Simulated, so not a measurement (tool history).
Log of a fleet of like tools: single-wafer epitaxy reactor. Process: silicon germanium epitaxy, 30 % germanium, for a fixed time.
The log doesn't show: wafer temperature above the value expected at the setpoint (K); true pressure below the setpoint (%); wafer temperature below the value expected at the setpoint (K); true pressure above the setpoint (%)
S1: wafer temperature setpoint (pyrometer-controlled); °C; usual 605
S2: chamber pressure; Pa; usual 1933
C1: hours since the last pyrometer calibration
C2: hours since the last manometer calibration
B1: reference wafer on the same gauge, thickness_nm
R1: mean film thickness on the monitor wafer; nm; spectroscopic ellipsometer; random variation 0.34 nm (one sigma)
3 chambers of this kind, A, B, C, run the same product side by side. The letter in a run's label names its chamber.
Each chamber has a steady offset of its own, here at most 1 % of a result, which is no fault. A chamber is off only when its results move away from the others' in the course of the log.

run     day   S1    S2      C1     C2      B1      R1
 1B   0.275  605  1933   775.5  589.6  54.098  55.900
 2A   0.833  605  1933   672.3  155.7  54.163  57.215
 3C   1.446  605  1933   622.0  472.3  54.088  56.645
 4B   2.025  605  1933   817.5  631.6  54.144  55.815
 5C   2.350  590  2240   643.7  494.0  54.100  45.473
 6A   2.958  590  2240   723.3  206.7  54.004  46.161
 7A   3.283  590  2240   731.1  214.5  54.108  45.984
 8B   3.575  605  1933   854.7  668.8  54.069  56.281
 9C   3.958  605  1933   682.3  532.6  54.022  56.378
10C   4.458  605  1933   694.3  544.6  54.114  57.002
11B   4.733  605  1933   882.5  696.6  54.143  56.822
12A   5.288  605  1933   779.2  262.6  54.070  57.871
13C   5.892  605  1933   728.7  579.0  54.013  56.788
14A   6.333  605  1933   804.3  287.7  54.131  56.409
15B   6.825  619  2133   932.7  746.8  54.109  75.453
16B   7.317  619  2133   944.5  758.6  54.161  75.312
17A   7.729  619  2133   837.8  321.2  54.161  76.259
18C   8.192  616  1933   783.9  634.2  54.188  69.403
19A   8.758  616  1933   862.5  345.9  54.126  69.227
20C   9.171  616  1933   807.4  657.7  54.062  68.910
21B   9.767  605  1933  1003.3  817.4  54.104  55.673
      9.775  -- chamber C: pyrometer calibrated
22A  10.217  605  1933   897.5  380.9  54.193  57.347
23C  10.508  605  1933    17.6  689.8  54.084  60.798
24B  10.925  605  1933  1031.1  845.2  54.065  56.577
25A  11.458  610  1787   927.3  410.7  54.092  61.248
26B  12.050  610  1787  1058.1  872.2  54.005  59.225
27C  12.675  610  1787    69.6  741.8  54.161  63.646
28C  13.025  605  1933    78.0  750.2  54.083  60.248
29B  13.371  605  1933  1089.8  903.9  54.122  56.308
30A  13.783  605  1933   983.1  466.5  54.111  57.131
31B  14.154  605  1933  1108.6  922.7  54.096  56.367
32A  14.721  605  1933  1005.6  489.0  54.235  57.059
33C  15.038  605  1933   126.3  798.5  54.087  60.521
34A  15.504  605  1933  1024.4  507.8  54.028  57.124
35B  15.962  605  1933  1152.0  966.1  54.040  55.890

Next, every chamber runs the same settings. What will each give?
36A  16.408  605  2320               ?
36B  16.408  605  2320               ?
36C  16.408  605  2320               ?

run      R1
36A  61.943
36B  59.929
36C  65.258
